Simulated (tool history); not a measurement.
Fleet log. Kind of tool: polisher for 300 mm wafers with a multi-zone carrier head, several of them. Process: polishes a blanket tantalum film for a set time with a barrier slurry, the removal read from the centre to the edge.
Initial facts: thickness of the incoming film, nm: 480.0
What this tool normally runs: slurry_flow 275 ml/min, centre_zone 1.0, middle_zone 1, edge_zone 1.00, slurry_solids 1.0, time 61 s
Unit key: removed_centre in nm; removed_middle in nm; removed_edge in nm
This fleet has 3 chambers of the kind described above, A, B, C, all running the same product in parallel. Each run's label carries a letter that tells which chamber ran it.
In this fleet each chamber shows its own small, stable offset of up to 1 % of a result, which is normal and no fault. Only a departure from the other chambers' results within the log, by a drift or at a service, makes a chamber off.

run 1A hour=13.3 | slurry_flow=275 centre_zone=1.0 middle_zone=1 edge_zone=1.00 slurry_solids=1.0 time=61 | removed_centre=93.769 removed_middle=95.506 removed_edge=95.155
run 2B hour=20.5 | slurry_flow=275 centre_zone=1.0 middle_zone=1 edge_zone=1.00 slurry_solids=1.0 time=61 | removed_centre=95.501 removed_middle=94.498 removed_edge=94.633
run 3C hour=31.4 | slurry_flow=275 centre_zone=1.0 middle_zone=1 edge_zone=1.00 slurry_solids=1.0 time=61 | removed_centre=94.335 removed_middle=94.342 removed_edge=94.372
run 4A hour=42.6 | slurry_flow=275 centre_zone=1.0 middle_zone=1 edge_zone=1.00 slurry_solids=1.0 time=61 | removed_centre=93.450 removed_middle=93.578 removed_edge=93.847
-- hour=43.1 chamber B: worn pad replaced by a new one
-- hour=46.6 chamber A: worn pad replaced by a new one
run 5C hour=55.2 | slurry_flow=275 centre_zone=1.0 middle_zone=1 edge_zone=1.00 slurry_solids=1.0 time=61 | removed_centre=93.208 removed_middle=93.156 removed_edge=95.403
run 6B hour=70.2 | slurry_flow=275 centre_zone=1.0 middle_zone=1 edge_zone=1.00 slurry_solids=1.0 time=61 | removed_centre=95.381 removed_middle=94.917 removed_edge=95.746
run 7C hour=80.5 | slurry_flow=275 centre_zone=1.0 middle_zone=1 edge_zone=1.00 slurry_solids=1.0 time=61 | removed_centre=93.631 removed_middle=94.985 removed_edge=94.483
run 8A hour=88.2 | slurry_flow=275 centre_zone=1.0 middle_zone=1 edge_zone=1.00 slurry_solids=1.0 time=61 | removed_centre=94.816 removed_middle=93.884 removed_edge=94.176
run 9B hour=95.8 | slurry_flow=350 centre_zone=1.0 middle_zone=1 edge_zone=1.00 slurry_solids=0.9 time=61 | removed_centre=94.177 removed_middle=94.192 removed_edge=93.928
-- hour=100.6 chamber B: centre zone pressure recalibrated
run 10B hour=106.9 | slurry_flow=350 centre_zone=1.0 middle_zone=1 edge_zone=1.00 slurry_solids=0.9 time=61 | removed_centre=94.225 removed_middle=93.155 removed_edge=92.523
run 11C hour=115.1 | slurry_flow=350 centre_zone=1.0 middle_zone=1 edge_zone=1.00 slurry_solids=0.9 time=61 | removed_centre=92.711 removed_middle=92.073 removed_edge=92.068
-- hour=118.9 chamber A: worn pad replaced by a new one
run 12A hour=125.1 | slurry_flow=275 centre_zone=1.0 middle_zone=1 edge_zone=1.00 slurry_solids=1.0 time=61 | removed_centre=93.278 removed_middle=93.941 removed_edge=93.907
-- hour=131.1 chamber B: slurry nozzle cleaned
-- hour=131.4 chamber B: worn pad replaced by a new one
run 13A hour=140.8 | slurry_flow=275 centre_zone=1.0 middle_zone=1 edge_zone=1.00 slurry_solids=1.0 time=61 | removed_centre=95.175 removed_middle=93.988 removed_edge=93.179
run 14B hour=152.2 | slurry_flow=275 centre_zone=1.0 middle_zone=1 edge_zone=1.00 slurry_solids=1.0 time=61 | removed_centre=93.668 removed_middle=95.797 removed_edge=96.035
run 15C hour=166.1 | slurry_flow=275 centre_zone=1.0 middle_zone=1 edge_zone=1.00 slurry_solids=1.2 time=61 | removed_centre=96.549 removed_middle=97.104 removed_edge=96.447
run 16B hour=178.6 | slurry_flow=275 centre_zone=1.0 middle_zone=1 edge_zone=1.00 slurry_solids=1.2 time=61 | removed_centre=98.131 removed_middle=100.740 removed_edge=99.193
-- hour=185.6 chamber C: edge zone pressure recalibrated
run 17C hour=191.3 | slurry_flow=275 centre_zone=1.0 middle_zone=1 edge_zone=1.00 slurry_solids=1.2 time=61 | removed_centre=96.283 removed_middle=95.821 removed_edge=96.646
run 18A hour=199.4 | slurry_flow=275 centre_zone=1.0 middle_zone=1 edge_zone=1.00 slurry_solids=1.0 time=61 | removed_centre=92.267 removed_middle=94.177 removed_edge=95.580
-- hour=203.2 chamber A: worn pad replaced by a new one
run 19B hour=211.4 | slurry_flow=275 centre_zone=1.0 middle_zone=1 edge_zone=1.00 slurry_solids=1.0 time=61 | removed_centre=93.980 removed_middle=95.167 removed_edge=95.933
-- hour=218.0 chamber B: worn pad replaced by a new one
run 20A hour=219.8 | slurry_flow=275 centre_zone=1.1 middle_zone=1 edge_zone=1.00 slurry_solids=1.2 time=61 | removed_centre=109.710 removed_middle=98.134 removed_edge=99.678
run 21C hour=233.8 | slurry_flow=275 centre_zone=1.1 middle_zone=1 edge_zone=1.00 slurry_solids=1.2 time=61 | removed_centre=104.290 removed_middle=95.615 removed_edge=95.639
run 22A hour=246.8 | slurry_flow=275 centre_zone=1.1 middle_zone=1 edge_zone=1.00 slurry_solids=1.2 time=61 | removed_centre=109.300 removed_middle=98.540 removed_edge=99.819
-- hour=248.1 chamber A: slurry nozzle cleaned
run 23C hour=254.8 | slurry_flow=275 centre_zone=1.0 middle_zone=1 edge_zone=1.00 slurry_solids=1.0 time=61 | removed_centre=89.888 removed_middle=89.005 removed_edge=88.695
run 24B hour=261.9 | slurry_flow=275 centre_zone=1.0 middle_zone=1 edge_zone=1.00 slurry_solids=1.0 time=61 | removed_centre=93.961 removed_middle=96.777 removed_edge=94.835
run 25B hour=271.6 | slurry_flow=275 centre_zone=1.0 middle_zone=1 edge_zone=1.00 slurry_solids=1.0 time=61 | removed_centre=93.904 removed_middle=95.597 removed_edge=95.376
run 26C hour=286.0 | slurry_flow=275 centre_zone=1.0 middle_zone=1 edge_zone=1.00 slurry_solids=1.0 time=61 | removed_centre=89.344 removed_middle=87.807 removed_edge=88.825
-- hour=291.8 chamber B: worn pad replaced by a new one
-- hour=292.0 chamber A: worn pad replaced by a new one
run 27A hour=299.2 | slurry_flow=275 centre_zone=1.0 middle_zone=1 edge_zone=1.00 slurry_solids=1.0 time=61 | removed_centre=93.299 removed_middle=95.888 removed_edge=94.427
run 28B hour=312.6 | slurry_flow=275 centre_zone=1.0 middle_zone=1 edge_zone=1.00 slurry_solids=1.0 time=61 | removed_centre=94.457 removed_middle=93.945 removed_edge=94.769
run 29A hour=326.6 | slurry_flow=275 centre_zone=1.0 middle_zone=1 edge_zone=1.00 slurry_solids=1.0 time=61 | removed_centre=94.058 removed_middle=93.612 removed_edge=94.877
run 30C hour=342.0 | slurry_flow=275 centre_zone=1.0 middle_zone=1 edge_zone=0.93 slurry_solids=1.0 time=61 | removed_centre=87.435 removed_middle=88.813 removed_edge=83.877
run 31A hour=351.6 | slurry_flow=275 centre_zone=1.0 middle_zone=1 edge_zone=0.93 slurry_solids=1.0 time=61 | removed_centre=94.070 removed_middle=95.019 removed_edge=90.740
run 32B hour=359.6 | slurry_flow=275 centre_zone=1.0 middle_zone=1 edge_zone=0.93 slurry_solids=1.0 time=61 | removed_centre=94.347 removed_middle=95.648 removed_edge=91.510
-- hour=366.9 chamber B: worn pad replaced by a new one
run 33C hour=368.5 | slurry_flow=275 centre_zone=1.0 middle_zone=1 edge_zone=1.00 slurry_solids=1.0 time=61 | removed_centre=87.302 removed_middle=86.282 removed_edge=86.984
-- hour=383.0 chamber A: worn pad replaced by a new one
run 34B hour=383.7 | slurry_flow=275 centre_zone=1.0 middle_zone=1 edge_zone=1.00 slurry_solids=1.0 time=61 | removed_centre=93.310 removed_middle=94.357 removed_edge=94.455
run 35A hour=397.8 | slurry_flow=275 centre_zone=1.0 middle_zone=1 edge_zone=1.00 slurry_solids=1.0 time=61 | removed_centre=93.394 removed_middle=95.276 removed_edge=94.960
run 36C hour=405.4 | slurry_flow=275 centre_zone=1.0 middle_zone=1 edge_zone=1.00 slurry_solids=1.0 time=61 | removed_centre=85.624 removed_middle=84.917 removed_edge=85.038
run 37B hour=417.7 | slurry_flow=275 centre_zone=1.0 middle_zone=1 edge_zone=1.00 slurry_solids=1.0 time=61 | removed_centre=95.061 removed_middle=95.790 removed_edge=95.703

Has any chamber moved away from the others, gradually or after a service, or does the common gauge drift, or do the chambers differ only by their own small steady offsets? State the chamber and the most likely cause if one applies.

One chamber, C, drifts off from the rest bit by bit.
Most likely cause: removal rate lost through wear of the pad, % = 9.88.

Here are 4 candidates for chamber C's next run, each the usual settings with a change, their results left as question marks. Which one brings its results back in line with what the others give on the usual settings?
In line here means within this much of the mean the other chambers give on the usual settings: removed_centre 2.500 nm; removed_middle 2.600 nm; removed_edge 2.100 nm
run 38C-1 hour=429.0 | slurry_flow=280 centre_zone=1.00 middle_zone=1.01 edge_zone=1.01 slurry_solids=1.05 time=73 | removed_centre=? removed_middle=? removed_edge=?
run 38C-2 hour=429.0 | slurry_flow=275 centre_zone=0.99 middle_zone=1.01 edge_zone=1.01 slurry_solids=1.00 time=68 | removed_centre=? removed_middle=? removed_edge=?
run 38C-3 hour=429.0 | slurry_flow=275 centre_zone=1.00 middle_zone=1.00 edge_zone=0.99 slurry_solids=1.00 time=55 | removed_centre=? removed_middle=? removed_edge=?
run 38C-4 hour=429.0 | slurry_flow=270 centre_zone=1.01 middle_zone=0.99 edge_zone=0.99 slurry_solids=0.95 time=51 | removed_centre=? removed_middle=? removed_edge=?

Average result of the remaining chambers running the usual settings: removed_centre 94.100 nm; removed_middle 94.748 nm; removed_edge 94.902 nm
run=38C-1 removed_centre=103.290 removed_middle=104.210 removed_edge=104.570
run=38C-2 removed_centre=93.671 removed_middle=95.579 removed_edge=95.946
run=38C-3 removed_centre=76.599 removed_middle=76.591 removed_edge=76.792
run=38C-4 removed_centre=70.584 removed_middle=69.177 removed_edge=70.057
38C-2 puts the chamber back in line with the other chambers.
